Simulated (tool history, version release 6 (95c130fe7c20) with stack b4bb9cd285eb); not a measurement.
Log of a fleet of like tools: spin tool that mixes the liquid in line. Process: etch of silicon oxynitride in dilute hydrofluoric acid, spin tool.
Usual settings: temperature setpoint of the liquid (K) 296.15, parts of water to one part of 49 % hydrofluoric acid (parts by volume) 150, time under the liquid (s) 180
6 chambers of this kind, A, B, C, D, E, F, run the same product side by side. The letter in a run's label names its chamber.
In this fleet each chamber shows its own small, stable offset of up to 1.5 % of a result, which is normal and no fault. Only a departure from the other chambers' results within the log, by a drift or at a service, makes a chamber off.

run   hour  temperature setpoint of the liquid (K)  parts of water to one part of 49 % hydrofluoric acid (parts by volume)  time under the liquid (s)  read-back film thickness of the silicon oxynitride reference wafer, read on the same gauge (nm)  thickness taken off the silicon oxynitride on a monitor wafer (nm)
 1F    5.7                                  296.15                                                                     150                        180                                                                                           120.01                                                              2.7912
 2A   13.5                                  296.15                                                                     150                        180                                                                                           119.99                                                              2.8359
 3C   22.6                                  296.15                                                                     150                        180                                                                                           120.02                                                              2.8732
 4B   27.8                                  296.15                                                                     150                        180                                                                                           119.97                                                              2.7751
 5E   35.5                                  296.15                                                                     185                        180                                                                                           119.98                                                              2.2212
 6D   41.9                                  296.15                                                                     185                        180                                                                                           120.00                                                              2.2149
 7C   49.2                                  296.15                                                                     185                        180                                                                                           119.98                                                              2.2362
 8B   58.6                                  296.15                                                                     185                        180                                                                                           120.00                                                              2.1940
 9D   66.3                                  296.15                                                                     185                        180                                                                                           119.99                                                              2.2077
10F   75.8                                  296.15                                                                     185                        180                                                                                           120.02                                                              2.2206
      82.5  -- chamber C: hydrofluoric acid flow meter replaced
11A   85.4                                  296.15                                                                     150                        180                                                                                           120.01                                                              2.7733
12E   92.2                                  296.15                                                                     150                        180                                                                                           120.00                                                              2.8490
13A  101.0                                  296.15                                                                     150                        180                                                                                           119.98                                                              2.8182
     107.1  -- chamber F: hydrofluoric acid flow meter replaced
14C  108.4                                  296.15                                                                     150                        180                                                                                           120.01                                                              2.7882
15B  115.2                                  296.15                                                                     150                        180                                                                                           120.01                                                              2.8427
16D  120.7                                  296.15                                                                     150                        180                                                                                           119.99                                                              2.7899
17E  128.2                                  296.15                                                                     150                        180                                                                                           120.01                                                              2.8379
18F  137.9                                  296.15                                                                     100                         80                                                                                           120.00                                                              1.9204
19D  144.2                                  296.15                                                                     100                         80                                                                                           119.99                                                              1.9993
20C  148.5                                  296.15                                                                     100                         80                                                                                           120.02                                                              1.9999
21E  156.7                                  296.15                                                                     100                         80                                                                                           119.98                                                              1.9663
22F  166.2                                  296.15                                                                     100                         80                                                                                           119.97                                                              1.9169
23B  172.5                                  296.15                                                                     100                         80                                                                                           119.99                                                              1.9434
24A  177.5                                  296.15                                                                     150                        180                                                                                           120.01                                                              2.7726
25B  187.0                                  296.15                                                                     150                        180                                                                                           120.03                                                              2.7977
26E  194.2                                  292.15                                                                     150                        180                                                                                           119.97                                                              2.3430
27A  202.0                                  292.15                                                                     150                        180                                                                                           120.00                                                              2.2841
28C  211.7                                  292.15                                                                     150                        180                                                                                           120.01                                                              2.4318
29D  218.5                                  292.15                                                                     150                        180                                                                                           120.02                                                              2.3668
30F  225.2                                  292.15                                                                     150                        180                                                                                           120.02                                                              2.2965
31B  234.6                                  292.15                                                                     150                        180                                                                                           120.00                                                              2.3574
     235.3  -- chamber D: thermometer replaced
32D  241.1                                  296.15                                                                     150                        180                                                                                           119.97                                                              2.8223
33C  249.4                                  296.15                                                                     150                        180                                                                                           119.99                                                              2.9747
34A  258.9                                  296.15                                                                     150                        180                                                                                           119.98                                                              2.8029
35F  267.5                                  296.15                                                                     150                        180                                                                                           119.98                                                              2.7922
36E  276.3                                  296.15                                                                     150                        180                                                                                           120.01                                                              2.8664
37E  284.6                                  296.15                                                                     150                        180                                                                                           120.02                                                              2.8516
38D  292.9                                  296.15                                                                     150                        180                                                                                           120.00                                                              2.8323
39C  301.7                                  296.15                                                                     150                        180                                                                                           120.00                                                              3.0487
     302.8  -- chamber A: hydrofluoric acid flow meter replaced
40F  311.0                                  296.15                                                                     150                        180                                                                                           120.01                                                              2.8832
41A  316.1                                  296.15                                                                     150                        180                                                                                           119.99                                                              2.8489
42B  322.5                                  296.15                                                                     150                        180                                                                                           120.00                                                              2.7656
43D  328.5                                  296.15                                                                     150                        180                                                                                           119.97                                                              2.8242
44E  332.9                                  296.15                                                                     150                        180                                                                                           119.98                                                              2.8007

Decide between three cases: one chamber stands off from its peers, the gauge reading all wafers drifts, or nothing is wrong past each chamber's small offset. Where a chamber is off, say which and what most likely put it there.

One chamber, C, drifts off from the rest bit by bit.
Most likely cause: liquid hotter than its thermometer reads (K) = 1.74.
It could be hard to tell apart here from: hydrofluoric acid flow above the setpoint (%).

Here are 4 candidates for chamber C's next run, each the usual settings with a change, their results left as question marks. Which one brings its results back in line with what the others give on the usual settings?
In line means no further than this from the other chambers' mean on the usual settings: thickness taken off the silicon oxynitride on a monitor wafer (nm) 0.1100
45C-1  339.9                                  296.15                                                                     145                        190                                                                                                                                                                    ?
45C-2  339.9                                  296.15                                                                     150                        175                                                                                                                                                                    ?
45C-3  339.9                                  296.15                                                                     155                        170                                                                                                                                                                    ?
45C-4  339.9                                  296.15                                                                     150                        185                                                                                                                                                                    ?

Other chambers, usual settings, mean: thickness taken off the silicon oxynitride on a monitor wafer (nm) 2.8144
  run  thickness taken off the silicon oxynitride on a monitor wafer (nm)
45C-1                                                              3.3775
45C-2                                                              2.9934
45C-3                                                              2.8014
45C-4                                                              3.1644
The right change is 45C-3: it brings the chamber back within the allowed miss of the others.
